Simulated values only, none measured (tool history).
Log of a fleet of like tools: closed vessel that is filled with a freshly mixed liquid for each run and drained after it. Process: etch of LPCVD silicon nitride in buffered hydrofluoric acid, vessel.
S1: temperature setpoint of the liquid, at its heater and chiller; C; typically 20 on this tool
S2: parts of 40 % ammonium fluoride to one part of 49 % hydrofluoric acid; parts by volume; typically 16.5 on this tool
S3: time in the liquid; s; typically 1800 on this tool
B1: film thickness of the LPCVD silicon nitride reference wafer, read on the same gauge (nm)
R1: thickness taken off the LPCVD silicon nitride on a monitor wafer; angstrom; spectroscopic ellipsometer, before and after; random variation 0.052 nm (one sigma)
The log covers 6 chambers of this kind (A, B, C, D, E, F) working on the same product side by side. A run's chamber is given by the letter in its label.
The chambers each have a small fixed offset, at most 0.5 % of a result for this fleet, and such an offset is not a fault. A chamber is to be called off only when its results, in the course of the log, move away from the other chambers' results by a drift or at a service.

run   hour  S1    S2    S3      B1       R1
 1E    8.1  20  16.5  1800  70.011  122.650
 2B   17.5  20  16.5  1800  69.963  121.420
 3A   28.3  20  16.5  1800  69.998  121.280
 4F   37.8  20  16.5  1800  69.990  121.670
 5C   50.5  20  16.5  1800  69.960  121.940
 6D   59.0  20  16.5  1800  70.020  123.220
 7F   69.3  20  16.5  1800  70.002  122.360
 8B   77.7  20  16.5  1800  70.015  122.480
 9D   84.1  20  16.5  1800  70.016  123.260
10A   92.0  20  16.5  1800  70.015  123.430
11C  101.7  20  14.5  1800  70.000  138.500
12E  110.0  20  14.5  1800  70.026  137.710
13A  116.0  20  14.5  1800  69.959  137.960
14F  127.4  20  14.5  1800  70.025  138.310
15C  137.8  20  14.5  1800  69.976  138.370
16D  146.2  20  14.5  1800  69.963  139.670
17E  158.8  20  16.5  1800  69.990  120.800
     165.0  -- chamber B: thermometer replaced
18B  166.9  20  16.5  1800  70.044  121.700
19E  175.8  20  16.5  1800  69.982  119.820
     179.8  -- chamber F: thermometer replaced
20F  187.4  20  16.5  1800  70.007  122.630
21D  196.4  20  19.0   795  69.955   47.014
     198.8  -- chamber F: hydrofluoric acid flow meter replaced
22A  203.7  20  19.0   795  70.002   46.786
23B  213.0  20  19.0   795  69.997   47.284
24C  222.5  20  19.0   795  69.937   46.984
     226.8  -- chamber A: hydrofluoric acid flow meter replaced
25F  230.8  20  19.0   795  70.012   47.090
26B  239.0  20  19.0   795  70.046   46.838
27E  250.3  20  16.5  1800  70.034  118.610
28A  261.8  20  16.5  1800  70.005  122.190
29C  272.6  20  11.0  2415  69.970  241.970
30D  281.3  20  11.0  2415  70.012  248.620
31B  290.9  20  11.0  2415  69.968  245.270
32A  298.1  20  11.0  2415  69.991  243.970
     307.2  -- chamber C: thermometer replaced
33E  310.2  20  11.0  2415  69.980  238.360
34D  322.6  20  11.0  2415  70.026  247.730
35F  334.8  20  16.5  1800  70.003  121.450
36C  341.1  20  16.5  1800  69.980  123.130
37F  349.3  20  16.5  1800  69.986  121.190
38B  360.6  20  16.5  1800  70.009  122.700
39A  369.4  20  16.5  1800  70.006  122.720
40C  382.1  20  16.5  1800  69.967  122.230

One chamber off, gauge drift, or nothing amiss beyond the chambers' own small offsets? If it is a chamber, which one, and what is the likeliest cause?

One chamber, E, drifts off from the rest bit by bit.
Most likely cause: liquid colder than its thermometer reads (K) = 0.722.
From this log alone, it may not be told apart from: hydrofluoric acid flow below the setpoint (%).

Chamber E could run next with any of the 4 candidate recipes listed below; each alters the usual settings, and their results appear as question marks. Which one brings its results back in line with what the other chambers deliver on the usual settings?
In line here means within this much of the mean the other chambers give on the usual settings: R1 1.800 angstrom
41E-1  391.3  21.5  16.5  1800       ?
41E-2  391.3  20.0  16.5  1735       ?
41E-3  391.3  20.0  17.0  1710       ?
41E-4  391.3  20.0  16.5  1875       ?

Usual-settings mean across the other chambers: R1 122.380 angstrom
  run       R1
41E-1  127.670
41E-2  113.000
41E-3  108.100
41E-4  122.120
The answer is 41E-4, which returns the chamber to within the allowed miss of the others.

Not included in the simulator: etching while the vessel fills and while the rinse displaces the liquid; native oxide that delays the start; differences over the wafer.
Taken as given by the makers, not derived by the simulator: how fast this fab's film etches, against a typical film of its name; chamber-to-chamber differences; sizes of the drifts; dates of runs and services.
